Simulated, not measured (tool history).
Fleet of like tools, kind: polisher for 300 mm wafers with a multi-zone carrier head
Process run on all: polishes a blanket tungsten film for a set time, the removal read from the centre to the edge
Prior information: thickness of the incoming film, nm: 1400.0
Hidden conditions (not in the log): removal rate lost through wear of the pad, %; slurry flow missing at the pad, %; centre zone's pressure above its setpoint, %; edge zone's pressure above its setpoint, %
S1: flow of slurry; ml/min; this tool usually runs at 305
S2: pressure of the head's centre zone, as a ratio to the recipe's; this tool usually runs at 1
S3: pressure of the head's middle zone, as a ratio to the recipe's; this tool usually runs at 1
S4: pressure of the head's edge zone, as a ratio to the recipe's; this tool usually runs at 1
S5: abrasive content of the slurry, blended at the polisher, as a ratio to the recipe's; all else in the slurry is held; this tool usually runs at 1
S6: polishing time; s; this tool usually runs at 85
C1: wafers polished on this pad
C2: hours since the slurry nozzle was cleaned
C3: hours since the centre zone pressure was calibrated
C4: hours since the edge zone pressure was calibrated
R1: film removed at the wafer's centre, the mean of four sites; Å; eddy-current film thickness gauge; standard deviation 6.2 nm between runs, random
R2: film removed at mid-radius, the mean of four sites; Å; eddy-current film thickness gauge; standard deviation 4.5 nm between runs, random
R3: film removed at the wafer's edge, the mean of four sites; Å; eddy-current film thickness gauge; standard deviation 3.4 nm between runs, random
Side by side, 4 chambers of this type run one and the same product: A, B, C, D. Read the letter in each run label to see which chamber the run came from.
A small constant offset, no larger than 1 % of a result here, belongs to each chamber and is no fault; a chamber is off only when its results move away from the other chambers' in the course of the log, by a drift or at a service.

run,hour,S1,S2,S3,S4,S5,S6,C1,C2,C3,C4,R1,R2,R3
1A,6.8,305,1,1,1,1,85,91,267.8,523.6,230.4,5392.3,5380.4,5369.5
2D,18.7,305,1,1,1,1,85,466,222.5,922.7,23.6,5340.2,5349.8,5367.8
3C,24.7,305,1,1,1,1,85,658,175.1,437.3,186.1,5262.4,5353.6,5259.4
4B,30.6,305,1,1,1,1,85,326,185.5,96.6,783.5,5280,5287.9,5352.2
5C,39.4,305,1,1,1,1,85,763,189.8,452,200.8,5428,5336.4,5331.8
# hour 41.8: chamber C: worn pad replaced by a new one
6B,49.4,305,1,0.93,1,1,98,460,204.3,115.4,802.3,5997.6,5715.4,6134.2
7D,58,305,1,0.93,1,1,98,745,261.8,962,62.9,6083.8,5745.8,6171.4
# hour 58.6: chamber B: slurry nozzle cleaned
8A,67.9,305,1,0.93,1,1,98,525,328.9,584.7,291.5,6114.3,5803.2,6104.2
9C,77.3,305,1,0.93,1,1,98,252,227.7,489.9,238.7,6201.9,5822.2,6079.8
10D,86.8,305,1,1,1,1,85,950,290.6,990.8,91.7,5342,5316.7,5361.5
11B,98.6,305,1,1,1,1,85,809,40,164.6,851.5,5402.9,5402.3,5337.9
# hour 98.7: chamber D: worn pad replaced by a new one
# hour 101.4: chamber B: edge zone pressure recalibrated
# hour 102: chamber A: centre zone pressure recalibrated
# hour 106.6: chamber B: worn pad replaced by a new one
12A,110,305,1,1,1,1,85,824,371,8,333.6,5351.8,5395.9,5378.1
# hour 115.9: chamber A: slurry nozzle cleaned
13A,120.4,305,1,1.09,1,1,85,898,4.6,18.4,344,5350.2,5772.9,5337.5
14B,130.5,305,1,1.09,1,1,85,170,71.9,196.5,29.2,5297.2,5702.5,5332
15C,136.8,305,1,1.09,1,1,85,675,287.2,549.4,298.2,5432.3,5773.3,5285.3
# hour 143.4: chamber C: worn pad replaced by a new one
# hour 144.7: chamber A: worn pad replaced by a new one
16D,145.8,305,1,1.09,1,1,85,335,349.6,1049.8,150.7,5420.4,5784.1,5388.9
17A,158.3,305,1,1,1,1,85,96,42.5,56.3,381.9,5403.5,5328.6,5325.2
18B,168.4,305,1,1,1,1,85,439,109.8,234.4,67.1,5444.4,5344.8,5340.1
19C,174.6,305,1,1,1,1,85,222,325,587.2,336,5448.4,5368,5266.6
20D,180.9,305,1,1,1,1,85,584,384.7,1084.9,185.8,5325.1,5350.3,5370.9
21A,187.8,305,1,1,1,1,85,306,72,85.8,411.4,5379.2,5386.8,5340.6
22C,195.5,305,1,1,1,1,85,370,345.9,608.1,356.9,5232.8,5408.6,5302.8
23D,207.6,305,0.92,1,1,1,98,774,411.4,1111.6,212.5,5584.7,6078.6,6172.3
# hour 209.9: chamber B: worn pad replaced by a new one
24B,217.9,305,0.92,1,1,1,98,57,159.3,283.9,116.6,5594.6,6185.5,6155.6
25C,228.7,305,0.92,1,1,1,98,606,379.1,641.3,390.1,5621.2,6098,6112.6
# hour 236.5: chamber A: edge zone pressure recalibrated
# hour 239.5: chamber D: worn pad replaced by a new one
26B,240.1,305,0.92,1,1,1,98,215,181.5,306.1,138.8,5533.2,6058,6180
# hour 247: chamber B: slurry nozzle cleaned
27A,249.5,305,1,1,1,1,85,744,133.7,147.5,13.1,5364.1,5326.1,5331.6
# hour 256.2: chamber C: worn pad replaced by a new one
28D,257.2,305,1,1,1,1,85,126,461,1161.2,262.1,5332.5,5359.6,5396.5
29A,265.9,305,1,1,1,1,85,861,150.1,163.9,29.5,5228.5,5416.5,5324
30C,277.4,305,1,1,1,1,85,151,427.8,690,438.8,5362.9,5387.6,5320.1
# hour 283.3: chamber A: worn pad replaced by a new one
31D,287.8,305,1,1,1,1,85,343,491.6,1191.8,292.7,5288.7,5330.9,5326.8
32B,300.2,305,1,1,1,1,85,642,53.3,366.2,198.9,5356,5332.7,5389.5
33C,313,305,1,1,1,1,85,404,463.4,725.6,474.4,5428.9,5323.3,5312.8
34B,319.2,305,1,1,1,1,85,777,72.3,385.2,217.9,5185.4,5410.1,5309.5
# hour 322.6: chamber C: slurry nozzle cleaned
# hour 325.8: chamber B: worn pad replaced by a new one
35D,331.6,305,1,1,1,1,85,654,535.4,1235.6,336.5,5262.7,5350,5410.2
36A,339.9,305,1,1,1,1,85,402,224.1,237.9,103.5,5435.2,5399,5373.8
37C,347.5,305,1,1,1,1,85,649,25,760.1,508.9,5348.4,5294,5305.4
38B,354.1,305,1,1,1,1,85,201,107.2,420.1,252.8,5273.2,5269.4,5332.1
39D,363.3,305,1,1,1,1,85,879,567.1,1267.3,368.2,5287.9,5402,5357

Next, all 4 chambers run the settings below, one line each with question marks for the results. What does each chamber give?
40A,372.7,305,1,1,1,1,85,,,,,?,?,?
40B,372.7,305,1,1,1,1,85,,,,,?,?,?
40C,372.7,305,1,1,1,1,85,,,,,?,?,?
40D,372.7,305,1,1,1,1,85,,,,,?,?,?

run,R1,R2,R3
40A,5289.2,5371.2,5348.6
40B,5243.4,5359.2,5445
40C,5360.5,5360.6,5286.9
40D,5225.2,5359.7,5351.9

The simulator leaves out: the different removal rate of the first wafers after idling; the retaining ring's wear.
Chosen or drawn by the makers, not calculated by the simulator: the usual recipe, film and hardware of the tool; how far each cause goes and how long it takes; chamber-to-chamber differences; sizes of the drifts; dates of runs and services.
